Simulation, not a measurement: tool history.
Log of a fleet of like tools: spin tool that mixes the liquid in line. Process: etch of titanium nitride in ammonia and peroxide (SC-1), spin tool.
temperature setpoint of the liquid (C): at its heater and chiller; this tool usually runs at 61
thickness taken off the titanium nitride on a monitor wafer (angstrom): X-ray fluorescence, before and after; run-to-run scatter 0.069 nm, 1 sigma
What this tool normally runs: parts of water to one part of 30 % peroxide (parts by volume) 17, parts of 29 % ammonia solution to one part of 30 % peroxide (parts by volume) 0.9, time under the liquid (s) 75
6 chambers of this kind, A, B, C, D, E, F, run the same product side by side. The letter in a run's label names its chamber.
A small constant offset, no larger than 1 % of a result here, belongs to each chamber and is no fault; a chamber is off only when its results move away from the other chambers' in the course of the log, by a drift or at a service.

run	hour	temperature setpoint of the liquid (C)	parts of water to one part of 30 % peroxide (parts by volume)	parts of 29 % ammonia solution to one part of 30 % peroxide (parts by volume)	time under the liquid (s)	read-back film thickness of the titanium nitride reference wafer, read on the same gauge (nm)	thickness taken off the titanium nitride on a monitor wafer (angstrom)
1B	2.6	61	17	0.9	75	99.994	94.667
2C	7.6	61	17	0.9	75	100.01	93.912
3D	11.9	61	17	0.9	75	100	93.981
4F	16.9	61	17	0.9	75	100.01	94.167
5E	20.7	61	17	0.9	75	100.01	95.1
6A	25.2	61	17	0.9	75	100.01	95.243
7B	29.2	61	17	0.9	75	99.997	94.149
8C	34.4	61	17	0.9	75	100	93.84
9E	37.9	61	17	0.9	75	99.98	95.058
10D	41.9	61	11	0.65	75	100.02	112.81
11A	44.9	61	11	0.65	75	99.989	113.57
12F	48.4	61	11	0.65	75	99.966	112.64
13A	53.1	61	11	0.65	75	100.01	113.39
# hour 55.4: chamber A: new drum of ammonia solution connected
14D	58.1	61	11	0.65	75	100.01	113.65
15C	63.4	61	11	0.65	75	99.965	111.44
16F	67	61	22	1.1	75	100.01	86.086
17E	72.5	61	22	1.1	75	100.02	85.418
18B	77	61	22	1.1	75	99.991	83.699
# hour 78.9: chamber C: new drum of ammonia solution connected
19F	79.4	61	22	1.1	75	100.01	85.625
20B	82.1	61	22	1.1	75	99.999	83.811
21A	85.6	61	22	1.1	75	100.03	85.128
22E	88.3	61	17	1.2	75	100	99.684
23C	93.5	61	17	1.2	75	100.01	99.033
24D	97.7	61	17	1.2	75	99.992	98.99
25B	102.2	61	17	1.2	75	99.994	97.503
26F	107.1	61	17	1.2	75	100.03	99.127
27A	109.5	61	17	1.2	75	100.01	99.803
28D	112.4	61	17	0.9	75	100.01	95.096
29C	115.8	61	17	0.9	75	99.993	94.089
30E	120.6	61	17	0.9	75	99.971	93.852
31F	125	61	17	0.9	75	99.98	94.588
32D	128.1	61	17	0.9	75	99.997	93.154
33C	132.7	61	17	0.9	75	100.01	94.235
34B	136.4	61	17	0.9	75	100.02	94.068
35A	139.1	61	17	0.9	75	100.01	94.819
36E	143.4	61	17	0.9	75	100	93.782

All 6 chambers run these settings next. Forecast each chamber's results:
37A	147.3	61	17	1.2	75		?
37B	147.3	61	17	1.2	75		?
37C	147.3	61	17	1.2	75		?
37D	147.3	61	17	1.2	75		?
37E	147.3	61	17	1.2	75		?
37F	147.3	61	17	1.2	75		?

run	thickness taken off the titanium nitride on a monitor wafer (angstrom)
37A	100.28
37B	98.785
37C	98.424
37D	99.616
37E	99.388
37F	99.053
